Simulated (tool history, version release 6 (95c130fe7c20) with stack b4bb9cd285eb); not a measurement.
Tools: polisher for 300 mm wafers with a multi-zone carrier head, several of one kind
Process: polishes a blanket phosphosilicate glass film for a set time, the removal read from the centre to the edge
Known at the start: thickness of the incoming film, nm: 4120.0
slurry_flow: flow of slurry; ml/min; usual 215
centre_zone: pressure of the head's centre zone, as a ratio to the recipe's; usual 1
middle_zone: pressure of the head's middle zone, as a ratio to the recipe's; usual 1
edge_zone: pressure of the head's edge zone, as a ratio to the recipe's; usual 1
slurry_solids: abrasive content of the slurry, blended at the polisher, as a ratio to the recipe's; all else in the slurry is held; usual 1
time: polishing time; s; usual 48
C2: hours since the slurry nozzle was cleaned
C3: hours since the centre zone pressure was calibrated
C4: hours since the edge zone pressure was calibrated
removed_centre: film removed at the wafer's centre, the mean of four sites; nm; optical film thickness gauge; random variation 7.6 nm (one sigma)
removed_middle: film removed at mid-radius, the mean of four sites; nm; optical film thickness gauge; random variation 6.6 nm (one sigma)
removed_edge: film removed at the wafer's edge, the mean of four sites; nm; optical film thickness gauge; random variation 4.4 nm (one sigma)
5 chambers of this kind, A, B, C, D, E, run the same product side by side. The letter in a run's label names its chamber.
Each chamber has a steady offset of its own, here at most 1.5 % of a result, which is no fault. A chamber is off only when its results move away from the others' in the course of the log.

-- hour=0.2 chamber A: worn pad replaced by a new one
-- hour=1.6 chamber B: worn pad replaced by a new one
run 1D hour=3.3 | slurry_flow=215 centre_zone=1 middle_zone=1 edge_zone=1 slurry_solids=1 time=48 | wafers_polished_on_this_pad=336 C2=266.1 C3=249.1 C4=815.9 | removed_centre=527.71 removed_middle=525.53 removed_edge=521.4
run 2C hour=6.1 | slurry_flow=215 centre_zone=1 middle_zone=1 edge_zone=1 slurry_solids=1 time=48 | wafers_polished_on_this_pad=1002 C2=560.9 C3=295 C4=398.6 | removed_centre=530.84 removed_middle=532.75 removed_edge=517.85
run 3B hour=9.9 | slurry_flow=215 centre_zone=1 middle_zone=1 edge_zone=1 slurry_solids=1 time=48 | wafers_polished_on_this_pad=137 C2=85.8 C3=51 C4=534.8 | removed_centre=527 removed_middle=534.18 removed_edge=522.6
-- hour=13.9 chamber C: worn pad replaced by a new one
run 4A hour=14.1 | slurry_flow=215 centre_zone=1 middle_zone=1 edge_zone=1 slurry_solids=1 time=48 | wafers_polished_on_this_pad=231 C2=204.9 C3=660.6 C4=136.4 | removed_centre=532.84 removed_middle=526.32 removed_edge=518.2
run 5E hour=18.2 | slurry_flow=215 centre_zone=1 middle_zone=1 edge_zone=1 slurry_solids=1 time=48 | wafers_polished_on_this_pad=388 C2=482.9 C3=458.9 C4=162.6 | removed_centre=510.61 removed_middle=508.8 removed_edge=522.7
run 6A hour=22.4 | slurry_flow=215 centre_zone=1 middle_zone=1 edge_zone=1 slurry_solids=1 time=48 | wafers_polished_on_this_pad=368 C2=213.2 C3=668.9 C4=144.7 | removed_centre=533.84 removed_middle=513.68 removed_edge=522.75
run 7B hour=26.8 | slurry_flow=215 centre_zone=1 middle_zone=1 edge_zone=1 slurry_solids=1 time=48 | wafers_polished_on_this_pad=417 C2=102.7 C3=67.9 C4=551.7 | removed_centre=521.29 removed_middle=522.06 removed_edge=523.97
-- hour=27.9 chamber E: worn pad replaced by a new one
run 8E hour=30 | slurry_flow=215 centre_zone=1 middle_zone=1 edge_zone=1 slurry_solids=1 time=48 | wafers_polished_on_this_pad=35 C2=494.7 C3=470.7 C4=174.4 | removed_centre=521.68 removed_middle=521.57 removed_edge=521.16
run 9C hour=33 | slurry_flow=215 centre_zone=1 middle_zone=1 edge_zone=1 slurry_solids=1 time=48 | wafers_polished_on_this_pad=316 C2=587.8 C3=321.9 C4=425.5 | removed_centre=525.5 removed_middle=535.94 removed_edge=523.08
run 10D hour=37 | slurry_flow=215 centre_zone=1 middle_zone=1 edge_zone=1 slurry_solids=1 time=48 | wafers_polished_on_this_pad=894 C2=299.8 C3=282.8 C4=849.6 | removed_centre=534.8 removed_middle=529.43 removed_edge=520.11
-- hour=39.4 chamber B: worn pad replaced by a new one
-- hour=40.1 chamber D: worn pad replaced by a new one
run 11C hour=40.8 | slurry_flow=215 centre_zone=1 middle_zone=1 edge_zone=1 slurry_solids=1 time=48 | wafers_polished_on_this_pad=445 C2=595.6 C3=329.7 C4=433.3 | removed_centre=533.81 removed_middle=531.5 removed_edge=524.8
-- hour=40.9 chamber E: slurry nozzle cleaned
run 12D hour=44.3 | slurry_flow=215 centre_zone=1 middle_zone=1 edge_zone=1 slurry_solids=1 time=48 | wafers_polished_on_this_pad=70 C2=307.1 C3=290.1 C4=856.9 | removed_centre=535.33 removed_middle=524.07 removed_edge=528.44
-- hour=46.3 chamber A: centre zone pressure recalibrated
run 13E hour=47.1 | slurry_flow=215 centre_zone=1 middle_zone=1 edge_zone=1 slurry_solids=1 time=48 | wafers_polished_on_this_pad=318 C2=6.3 C3=487.8 C4=191.5 | removed_centre=512.69 removed_middle=524.76 removed_edge=522.75
run 14A hour=51.2 | slurry_flow=215 centre_zone=1 middle_zone=1 edge_zone=1 slurry_solids=1 time=48 | wafers_polished_on_this_pad=844 C2=242 C3=5 C4=173.5 | removed_centre=497.63 removed_middle=519.43 removed_edge=521.3
-- hour=54 chamber A: worn pad replaced by a new one
run 15B hour=55.7 | slurry_flow=215 centre_zone=1 middle_zone=1 edge_zone=1 slurry_solids=1 time=48 | wafers_polished_on_this_pad=269 C2=131.6 C3=96.8 C4=580.6 | removed_centre=519.2 removed_middle=534.91 removed_edge=538.3
run 16C hour=60.5 | slurry_flow=215 centre_zone=1 middle_zone=1 edge_zone=1 slurry_solids=1 time=48 | wafers_polished_on_this_pad=770 C2=615.3 C3=349.4 C4=453 | removed_centre=525.45 removed_middle=524.36 removed_edge=522.7
run 17A hour=64.2 | slurry_flow=215 centre_zone=1 middle_zone=1 edge_zone=1 slurry_solids=1 time=48 | wafers_polished_on_this_pad=169 C2=255 C3=18 C4=186.5 | removed_centre=472.64 removed_middle=516.3 removed_edge=521.72
-- hour=65.3 chamber E: worn pad replaced by a new one
run 18B hour=67.2 | slurry_flow=215 centre_zone=1 middle_zone=1 edge_zone=1 slurry_solids=1 time=48 | wafers_polished_on_this_pad=459 C2=143.1 C3=108.3 C4=592.1 | removed_centre=515.23 removed_middle=521.03 removed_edge=520.38
-- hour=67.8 chamber D: slurry nozzle cleaned
run 19D hour=71 | slurry_flow=215 centre_zone=1 middle_zone=1 edge_zone=1 slurry_solids=1 time=48 | wafers_polished_on_this_pad=512 C2=3.2 C3=316.8 C4=883.6 | removed_centre=532.03 removed_middle=523.18 removed_edge=522.14
run 20E hour=74.9 | slurry_flow=215 centre_zone=1 middle_zone=1 edge_zone=1 slurry_solids=1 time=48 | wafers_polished_on_this_pad=160 C2=34.1 C3=515.6 C4=219.3 | removed_centre=520 removed_middle=528.49 removed_edge=529.84
-- hour=75.9 chamber B: worn pad replaced by a new one
-- hour=76.4 chamber D: edge zone pressure recalibrated
run 21D hour=78.8 | slurry_flow=140 centre_zone=1 middle_zone=1 edge_zone=1 slurry_solids=1.2 time=48 | wafers_polished_on_this_pad=641 C2=11 C3=324.6 C4=2.4 | removed_centre=538.41 removed_middle=540.74 removed_edge=541.48
-- hour=79 chamber C: worn pad replaced by a new one
run 22A hour=82.9 | slurry_flow=140 centre_zone=1 middle_zone=1 edge_zone=1 slurry_solids=1.2 time=48 | wafers_polished_on_this_pad=479 C2=273.7 C3=36.7 C4=205.2 | removed_centre=481.32 removed_middle=527.21 removed_edge=530.23
run 23B hour=85.7 | slurry_flow=140 centre_zone=1 middle_zone=1 edge_zone=1 slurry_solids=1.2 time=48 | wafers_polished_on_this_pad=162 C2=161.6 C3=126.8 C4=610.6 | removed_centre=511.84 removed_middle=531.15 removed_edge=539.16
run 24E hour=90.2 | slurry_flow=140 centre_zone=1 middle_zone=1 edge_zone=1 slurry_solids=1.2 time=48 | wafers_polished_on_this_pad=413 C2=49.4 C3=530.9 C4=234.6 | removed_centre=509.54 removed_middle=524.42 removed_edge=542.64
run 25C hour=92.7 | slurry_flow=140 centre_zone=1 middle_zone=1 edge_zone=1 slurry_solids=1.2 time=48 | wafers_polished_on_this_pad=226 C2=647.5 C3=381.6 C4=485.2 | removed_centre=528.82 removed_middle=536.89 removed_edge=524.53
-- hour=93.1 chamber D: worn pad replaced by a new one
run 26E hour=97 | slurry_flow=215 centre_zone=1 middle_zone=1 edge_zone=1 slurry_solids=1 time=48 | wafers_polished_on_this_pad=525 C2=56.2 C3=537.7 C4=241.4 | removed_centre=514.44 removed_middle=521.35 removed_edge=523.58
-- hour=98.7 chamber E: worn pad replaced by a new one
run 27A hour=100.9 | slurry_flow=215 centre_zone=1 middle_zone=1 edge_zone=1 slurry_solids=1 time=41 | wafers_polished_on_this_pad=777 C2=291.7 C3=54.7 C4=223.2 | removed_centre=406.14 removed_middle=443.3 removed_edge=442.2
run 28C hour=103 | slurry_flow=215 centre_zone=1 middle_zone=1 edge_zone=1 slurry_solids=1 time=41 | wafers_polished_on_this_pad=397 C2=657.8 C3=391.9 C4=495.5 | removed_centre=454.99 removed_middle=444.19 removed_edge=451.56
run 29D hour=106.6 | slurry_flow=215 centre_zone=1 middle_zone=1 edge_zone=1 slurry_solids=1 time=41 | wafers_polished_on_this_pad=223 C2=38.8 C3=352.4 C4=30.2 | removed_centre=452.05 removed_middle=454.66 removed_edge=445.62
run 30B hour=108.7 | slurry_flow=215 centre_zone=1 middle_zone=1 edge_zone=1 slurry_solids=1 time=41 | wafers_polished_on_this_pad=543 C2=184.6 C3=149.8 C4=633.6 | removed_centre=439.27 removed_middle=444.84 removed_edge=455.31
-- hour=109.5 chamber A: worn pad replaced by a new one
-- hour=111.6 chamber C: slurry nozzle cleaned
-- hour=112 chamber B: worn pad replaced by a new one
run 31B hour=112.6 | slurry_flow=215 centre_zone=1 middle_zone=1 edge_zone=1 slurry_solids=1 time=41 | wafers_polished_on_this_pad=11 C2=188.5 C3=153.7 C4=637.5 | removed_centre=430.23 removed_middle=465.23 removed_edge=445.35
run 32D hour=114.7 | slurry_flow=215 centre_zone=1 middle_zone=1 edge_zone=1 slurry_solids=1 time=48 | wafers_polished_on_this_pad=357 C2=46.9 C3=360.5 C4=38.3 | removed_centre=538.29 removed_middle=525.52 removed_edge=528.36
run 33E hour=119 | slurry_flow=215 centre_zone=1 middle_zone=0.96 edge_zone=1 slurry_solids=1 time=48 | wafers_polished_on_this_pad=337 C2=78.2 C3=559.7 C4=263.4 | removed_centre=512.94 removed_middle=499.3 removed_edge=531.92
run 34A hour=122.4 | slurry_flow=215 centre_zone=1 middle_zone=0.96 edge_zone=1 slurry_solids=1 time=48 | wafers_polished_on_this_pad=214 C2=313.2 C3=76.2 C4=244.7 | removed_centre=487.9 removed_middle=507.83 removed_edge=531.72
run 35C hour=127 | slurry_flow=215 centre_zone=1 middle_zone=0.96 edge_zone=1 slurry_solids=1 time=48 | wafers_polished_on_this_pad=794 C2=15.5 C3=415.9 C4=519.5 | removed_centre=529.82 removed_middle=498.67 removed_edge=522.02
-- hour=130.4 chamber E: worn pad replaced by a new one
run 36A hour=131.6 | slurry_flow=215 centre_zone=1 middle_zone=0.96 edge_zone=1 slurry_solids=1 time=48 | wafers_polished_on_this_pad=366 C2=322.4 C3=85.4 C4=253.9 | removed_centre=485 removed_middle=506.55 removed_edge=520.99
run 37C hour=135.3 | slurry_flow=215 centre_zone=1 middle_zone=0.96 edge_zone=1 slurry_solids=1 time=48 | wafers_polished_on_this_pad=931 C2=23.8 C3=424.2 C4=527.8 | removed_centre=524.54 removed_middle=504.3 removed_edge=526.92
run 38E hour=138.7 | slurry_flow=215 centre_zone=1 middle_zone=1 edge_zone=1 slurry_solids=1 time=48 | wafers_polished_on_this_pad=138 C2=97.9 C3=579.4 C4=283.1 | removed_centre=525.05 removed_middle=525.55 removed_edge=522.65
run 39B hour=141.8 | slurry_flow=215 centre_zone=1 middle_zone=1 edge_zone=1 slurry_solids=1 time=48 | wafers_polished_on_this_pad=494 C2=217.7 C3=182.9 C4=666.7 | removed_centre=525.07 removed_middle=506 removed_edge=525.99
run 40D hour=144.4 | slurry_flow=215 centre_zone=1 middle_zone=1 edge_zone=1 slurry_solids=1 time=48 | wafers_polished_on_this_pad=848 C2=76.6 C3=390.2 C4=68 | removed_centre=542.27 removed_middle=518.32 removed_edge=518.22
run 41A hour=146.7 | slurry_flow=215 centre_zone=1 middle_zone=1 edge_zone=1 slurry_solids=1 time=48 | wafers_polished_on_this_pad=616 C2=337.5 C3=100.5 C4=269 | removed_centre=498.99 removed_middle=525.68 removed_edge=525.78
run 42E hour=149.6 | slurry_flow=215 centre_zone=1 middle_zone=1 edge_zone=1 slurry_solids=1 time=48 | wafers_polished_on_this_pad=318 C2=108.8 C3=590.3 C4=294 | removed_centre=521.31 removed_middle=512.37 removed_edge=530.15

All 5 chambers run these settings next. Forecast each chamber's results:
run 43A hour=153 | slurry_flow=215 centre_zone=1 middle_zone=1 edge_zone=1 slurry_solids=1 time=48 | removed_centre=? removed_middle=? removed_edge=?
run 43B hour=153 | slurry_flow=215 centre_zone=1 middle_zone=1 edge_zone=1 slurry_solids=1 time=48 | removed_centre=? removed_middle=? removed_edge=?
run 43C hour=153 | slurry_flow=215 centre_zone=1 middle_zone=1 edge_zone=1 slurry_solids=1 time=48 | removed_centre=? removed_middle=? removed_edge=?
run 43D hour=153 | slurry_flow=215 centre_zone=1 middle_zone=1 edge_zone=1 slurry_solids=1 time=48 | removed_centre=? removed_middle=? removed_edge=?
run 43E hour=153 | slurry_flow=215 centre_zone=1 middle_zone=1 edge_zone=1 slurry_solids=1 time=48 | removed_centre=? removed_middle=? removed_edge=?

run=43A removed_centre=486.08 removed_middle=522.08 removed_edge=528.33
run=43B removed_centre=537.04 removed_middle=518.82 removed_edge=522.66
run=43C removed_centre=540.09 removed_middle=542.62 removed_edge=525.95
run=43D removed_centre=525.27 removed_middle=523.35 removed_edge=522.2
run=43E removed_centre=528.49 removed_middle=506.36 removed_edge=527.36
